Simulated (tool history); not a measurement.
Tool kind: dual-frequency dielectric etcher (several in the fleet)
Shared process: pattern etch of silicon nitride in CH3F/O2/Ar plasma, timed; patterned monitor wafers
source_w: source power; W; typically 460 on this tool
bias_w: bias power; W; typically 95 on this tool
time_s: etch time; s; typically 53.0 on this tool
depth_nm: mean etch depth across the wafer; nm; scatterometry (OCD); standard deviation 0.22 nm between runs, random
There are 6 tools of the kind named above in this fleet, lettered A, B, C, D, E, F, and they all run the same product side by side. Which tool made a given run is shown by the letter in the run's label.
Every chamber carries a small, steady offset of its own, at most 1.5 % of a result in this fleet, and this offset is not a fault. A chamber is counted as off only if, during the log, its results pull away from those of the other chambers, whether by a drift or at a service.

run,hour,source_w,bias_w,time_s,"read-back reference wafer on the same gauge, depth_nm",depth_nm
# hour 6.1: chamber E: wet clean of the chamber
1E,13.6,460,95,53.0,49.150,43.453
2B,23.2,460,95,53.0,49.162,42.784
3A,34.6,460,95,53.0,49.167,43.154
4D,49.6,460,95,53.0,49.136,43.004
5F,57.3,460,109,38.0,49.161,32.429
6C,67.8,460,109,38.0,49.106,32.775
7E,77.4,460,109,38.0,49.116,32.750
# hour 79.2: chamber D: wet clean of the chamber
8C,88.2,460,109,38.0,49.055,32.680
9D,99.5,460,109,38.0,49.153,32.518
10A,114.6,460,109,38.0,49.101,32.680
11F,126.2,460,113,47.5,49.087,41.606
# hour 135.4: chamber A: wet clean of the chamber
12B,136.3,460,113,47.5,49.053,40.988
13F,146.1,460,113,47.5,49.115,41.343
14E,154.5,460,113,47.5,49.059,41.665
15A,163.0,460,113,47.5,49.015,41.384
16C,173.4,460,113,47.5,49.148,41.449
17B,183.5,460,95,53.0,49.156,42.739
18D,191.5,460,95,53.0,49.099,43.357
19F,202.9,460,95,53.0,49.028,43.039
20B,210.4,460,95,53.0,49.091,42.310
21D,225.0,460,95,53.0,49.048,43.142
22C,234.7,460,75,53.0,49.134,39.817
# hour 241.2: chamber C: wet clean of the chamber
23A,245.8,460,75,53.0,49.089,39.680
24E,259.8,460,75,53.0,49.102,40.174
25B,272.7,460,75,53.0,49.100,39.214
26C,281.0,460,75,53.0,49.045,40.254
27E,289.2,460,75,53.0,49.043,39.693
28D,304.4,460,95,53.0,49.174,42.645
29F,317.5,460,95,39.5,49.112,32.209
# hour 320.1: chamber B: bias power generator calibrated
30A,332.3,460,95,39.5,49.069,32.149
31E,340.5,460,95,39.5,49.010,32.648
32A,348.4,460,95,39.5,49.116,32.315
33B,361.8,460,95,39.5,49.145,31.691
34C,371.7,460,95,39.5,49.094,32.490
35D,383.7,460,95,53.0,49.037,42.951
36F,398.6,460,95,53.0,49.105,43.205

Read the log: is a single chamber off, either drifting away or since a service, is the gauge that measures every chamber drifting, or is nothing wrong beyond small per-chamber offsets? Name any odd chamber and what most likely caused it.

Beyond each chamber's small constant offset nothing stands out, and the gauge stays steady.
